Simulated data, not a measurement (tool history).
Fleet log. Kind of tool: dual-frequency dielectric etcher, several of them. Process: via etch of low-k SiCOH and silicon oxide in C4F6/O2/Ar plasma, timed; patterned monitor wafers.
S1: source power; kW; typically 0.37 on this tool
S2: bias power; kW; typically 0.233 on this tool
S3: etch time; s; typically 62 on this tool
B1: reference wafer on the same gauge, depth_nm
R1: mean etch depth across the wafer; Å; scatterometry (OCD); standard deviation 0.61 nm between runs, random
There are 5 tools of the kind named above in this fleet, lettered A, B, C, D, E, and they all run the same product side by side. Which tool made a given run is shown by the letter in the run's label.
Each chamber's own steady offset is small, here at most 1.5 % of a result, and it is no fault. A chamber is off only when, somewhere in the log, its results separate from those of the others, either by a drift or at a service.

run 1D hour=5.3 | S1=0.37 S2=0.233 S3=62 | B1=205.04 | R1=1828.2
run 2C hour=12.9 | S1=0.37 S2=0.233 S3=62 | B1=204.94 | R1=1810.3
run 3E hour=18.3 | S1=0.37 S2=0.233 S3=62 | B1=204.97 | R1=1820.6
run 4A hour=26.3 | S1=0.37 S2=0.233 S3=62 | B1=204.9 | R1=1834.5
run 5B hour=30.4 | S1=0.37 S2=0.233 S3=62 | B1=205.04 | R1=1849.2
run 6C hour=35.8 | S1=0.37 S2=0.233 S3=62 | B1=205 | R1=1828.4
run 7A hour=40.3 | S1=0.37 S2=0.233 S3=62 | B1=205.01 | R1=1837.6
-- hour=40.4 chamber B: wet clean of the chamber
run 8B hour=46.2 | S1=0.37 S2=0.233 S3=62 | B1=205.04 | R1=1849
run 9D hour=53.7 | S1=0.37 S2=0.233 S3=62 | B1=205.11 | R1=1838.1
run 10E hour=61.9 | S1=0.37 S2=0.233 S3=62 | B1=205.2 | R1=1828.1
run 11C hour=69.6 | S1=0.37 S2=0.233 S3=62 | B1=205.03 | R1=1821.7
run 12A hour=75.9 | S1=0.37 S2=0.233 S3=62 | B1=205.06 | R1=1832.3
-- hour=76.2 chamber D: wet clean of the chamber
run 13E hour=81.3 | S1=0.37 S2=0.233 S3=62 | B1=205.04 | R1=1825.9
run 14B hour=87.7 | S1=0.37 S2=0.233 S3=62 | B1=205.11 | R1=1844.6
run 15D hour=92.2 | S1=0.31 S2=0.278 S3=62 | B1=205.01 | R1=1825.2
run 16C hour=98.3 | S1=0.31 S2=0.278 S3=62 | B1=205 | R1=1817.5
-- hour=98.9 chamber A: wet clean of the chamber
run 17E hour=105.5 | S1=0.31 S2=0.278 S3=62 | B1=204.94 | R1=1808.3
run 18D hour=109.7 | S1=0.31 S2=0.278 S3=62 | B1=205.12 | R1=1821.7
run 19A hour=115.9 | S1=0.31 S2=0.278 S3=62 | B1=205.1 | R1=1769.5
run 20B hour=120.6 | S1=0.37 S2=0.233 S3=62 | B1=205.02 | R1=1852.2
run 21D hour=128.5 | S1=0.37 S2=0.233 S3=62 | B1=204.79 | R1=1834
run 22B hour=135.9 | S1=0.37 S2=0.233 S3=62 | B1=204.82 | R1=1843
run 23C hour=142.5 | S1=0.37 S2=0.254 S3=62 | B1=204.95 | R1=1879.2
run 24E hour=148 | S1=0.37 S2=0.254 S3=62 | B1=204.87 | R1=1880.6
run 25A hour=155.2 | S1=0.37 S2=0.254 S3=62 | B1=205.06 | R1=1829.1
run 26B hour=159.5 | S1=0.37 S2=0.254 S3=62 | B1=204.91 | R1=1894.4
run 27A hour=165.7 | S1=0.37 S2=0.254 S3=62 | B1=205.14 | R1=1838.5
run 28E hour=173.5 | S1=0.37 S2=0.233 S3=62 | B1=205.01 | R1=1823.2
run 29D hour=177.5 | S1=0.37 S2=0.233 S3=62 | B1=205.11 | R1=1843.6
run 30C hour=182.2 | S1=0.37 S2=0.233 S3=62 | B1=204.98 | R1=1825.9
run 31B hour=188.7 | S1=0.37 S2=0.198 S3=80 | B1=204.99 | R1=2262
run 32A hour=193.2 | S1=0.37 S2=0.198 S3=80 | B1=204.93 | R1=2184
run 33C hour=197.4 | S1=0.37 S2=0.198 S3=80 | B1=204.94 | R1=2229.2
run 34E hour=204 | S1=0.37 S2=0.198 S3=80 | B1=204.89 | R1=2240.8
run 35D hour=212.2 | S1=0.37 S2=0.198 S3=80 | B1=205.06 | R1=2243
run 36A hour=220.7 | S1=0.37 S2=0.233 S3=62 | B1=204.89 | R1=1786.6
run 37B hour=228.3 | S1=0.37 S2=0.233 S3=62 | B1=205.17 | R1=1847.4
run 38D hour=233.6 | S1=0.37 S2=0.233 S3=62 | B1=205 | R1=1834
run 39E hour=237.5 | S1=0.37 S2=0.233 S3=62 | B1=204.98 | R1=1826.1
run 40C hour=244 | S1=0.37 S2=0.233 S3=62 | B1=205.09 | R1=1823.5
run 41B hour=250.4 | S1=0.37 S2=0.233 S3=62 | B1=205.08 | R1=1853.4
run 42D hour=257 | S1=0.37 S2=0.233 S3=62 | B1=204.9 | R1=1836.7

One chamber off, gauge drift, or nothing amiss beyond the chambers' own small offsets? If it is a chamber, which one, and what is the likeliest cause?

After it was serviced, chamber A no longer matches the other chambers.
Cause: etch rate under this chamber's usual, % = 2.86.

Below are 4 candidate recipes for chamber A's next run, each the usual settings with a change, their results shown as question marks. Which of them brings A's results back in line with what the other chambers give on the usual settings?
To be in line, a result may differ from the other chambers' mean on the usual settings by at most: R1 21 Å
run 43A-1 hour=263.4 | S1=0.37 S2=0.234 S3=63.5 | R1=?
run 43A-2 hour=263.4 | S1=0.37 S2=0.236 S3=65.5 | R1=?
run 43A-3 hour=263.4 | S1=0.37 S2=0.23 S3=59 | R1=?
run 43A-4 hour=263.4 | S1=0.37 S2=0.233 S3=60.5 | R1=?

Usual-settings mean across the other chambers: R1 1833.6 Å
run=43A-1 R1=1831.7
run=43A-2 R1=1894.7
run=43A-3 R1=1692.3
run=43A-4 R1=1742.7
43A-1 puts the chamber back in line with the other chambers.
